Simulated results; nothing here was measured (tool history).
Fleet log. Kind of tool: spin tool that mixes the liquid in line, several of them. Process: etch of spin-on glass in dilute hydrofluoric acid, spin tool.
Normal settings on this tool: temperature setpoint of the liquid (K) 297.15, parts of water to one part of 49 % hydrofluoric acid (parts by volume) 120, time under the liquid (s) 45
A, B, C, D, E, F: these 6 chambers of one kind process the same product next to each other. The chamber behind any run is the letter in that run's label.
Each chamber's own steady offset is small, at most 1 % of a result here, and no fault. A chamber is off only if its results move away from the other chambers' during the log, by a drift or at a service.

run,hour,temperature setpoint of the liquid (K),parts of water to one part of 49 % hydrofluoric acid (parts by volume),time under the liquid (s),hours since the thermometer was replaced,hours since the hydrofluoric acid flow meter was replaced,"read-back film thickness of the spin-on glass reference wafer, read on the same gauge (nm)",thickness taken off the spin-on glass on a monitor wafer (angstrom)
1F,6.5,297.15,120,45,86.7,655.2,79.992,137.37
2C,11,297.15,120,45,1299.7,605.9,79.966,135.98
3D,18.2,297.15,120,45,1414,306.5,79.986,137.86
4A,23.7,297.15,120,45,680.6,371.6,80.021,137.93
5E,27.4,297.15,120,45,463.2,1455.7,80,137.95
6B,32.2,297.15,120,45,436.6,52,80.019,137.27
7E,35.6,297.15,120,45,471.4,1463.9,79.992,136.53
8D,42.2,297.15,120,45,1438,330.5,80.022,138.31
9C,47.4,297.15,120,45,1336.1,642.3,79.999,134.72
10A,54.2,297.15,120,45,711.1,402.1,79.981,138.87
11B,59.4,297.15,120,45,463.8,79.2,80.021,137.21
12F,66.6,297.15,120,45,146.8,715.3,80.042,137.9
13D,73.5,293.15,120,35,1469.3,361.8,80.004,92.996
14B,79,293.15,120,35,483.4,98.8,80.021,91.293
15A,82.9,293.15,120,35,739.8,430.8,80.026,90.48
16E,88.6,293.15,120,35,524.4,1516.9,80.011,90.211
17C,95.3,293.15,120,35,1384,690.2,79.978,89.076
18F,101.7,293.15,120,35,181.9,750.4,79.99,92.642
19A,107.3,297.15,120,45,764.2,455.2,79.945,137.58
20C,110.9,297.15,120,45,1399.6,705.8,79.99,135.52
21B,116.9,297.15,120,30,521.3,136.7,80.026,89.984
22E,121.2,297.15,120,30,557,1549.5,80.011,91.843
23D,128.4,297.15,120,30,1524.2,416.7,80.021,93.662
24F,135.1,297.15,120,30,215.3,783.8,80.005,94.09
# hour 135.9: chamber A: thermometer replaced
25D,141.3,297.15,120,30,1537.1,429.6,80.053,90.213
26C,145.4,297.15,120,30,1434.1,740.3,79.995,90.98
27B,152,297.15,120,45,556.4,171.8,79.999,137.12
28F,155.4,297.15,120,45,235.6,804.1,79.98,143.41
29E,162.7,297.15,155,45,598.5,1591,79.995,101.15
30A,167.5,297.15,155,45,31.7,515.4,79.983,102.62
31A,170.7,297.15,155,45,34.9,518.6,80.024,102.87
32F,177.1,297.15,155,45,257.3,825.8,80.018,108.4
33E,180.4,297.15,155,45,616.2,1608.7,80.017,102.32
# hour 183: chamber B: thermometer replaced
34C,185.2,297.15,155,45,1473.9,780.1,80.022,100.42
35D,188.5,297.15,120,45,1584.3,476.8,79.986,138.59
36B,194.9,297.15,120,45,12,214.7,80.012,139.29
# hour 199.2: chamber C: thermometer replaced
37B,200.2,297.15,120,45,17.3,220,80.022,136.51
38F,204.8,297.15,120,45,285,853.5,79.971,145.3
39E,208.9,297.15,120,45,644.7,1637.2,80.025,136.38
40D,215.1,297.15,120,45,1610.9,503.4,79.981,138.84
41A,220.1,297.15,120,45,84.3,568,79.989,139.1
42C,223.7,297.15,120,45,24.5,818.6,79.971,134.7
43C,230.9,297.15,155,60,31.7,825.8,79.987,134.29

For the next run the whole fleet of 6 chambers uses the same settings. Give each chamber's results:
44A,236.2,294.65,120,45,,,,?
44B,236.2,294.65,120,45,,,,?
44C,236.2,294.65,120,45,,,,?
44D,236.2,294.65,120,45,,,,?
44E,236.2,294.65,120,45,,,,?
44F,236.2,294.65,120,45,,,,?

run,thickness taken off the spin-on glass on a monitor wafer (angstrom)
44A,126.27
44B,124.57
44C,121.45
44D,125.84
44E,126.48
44F,132.77
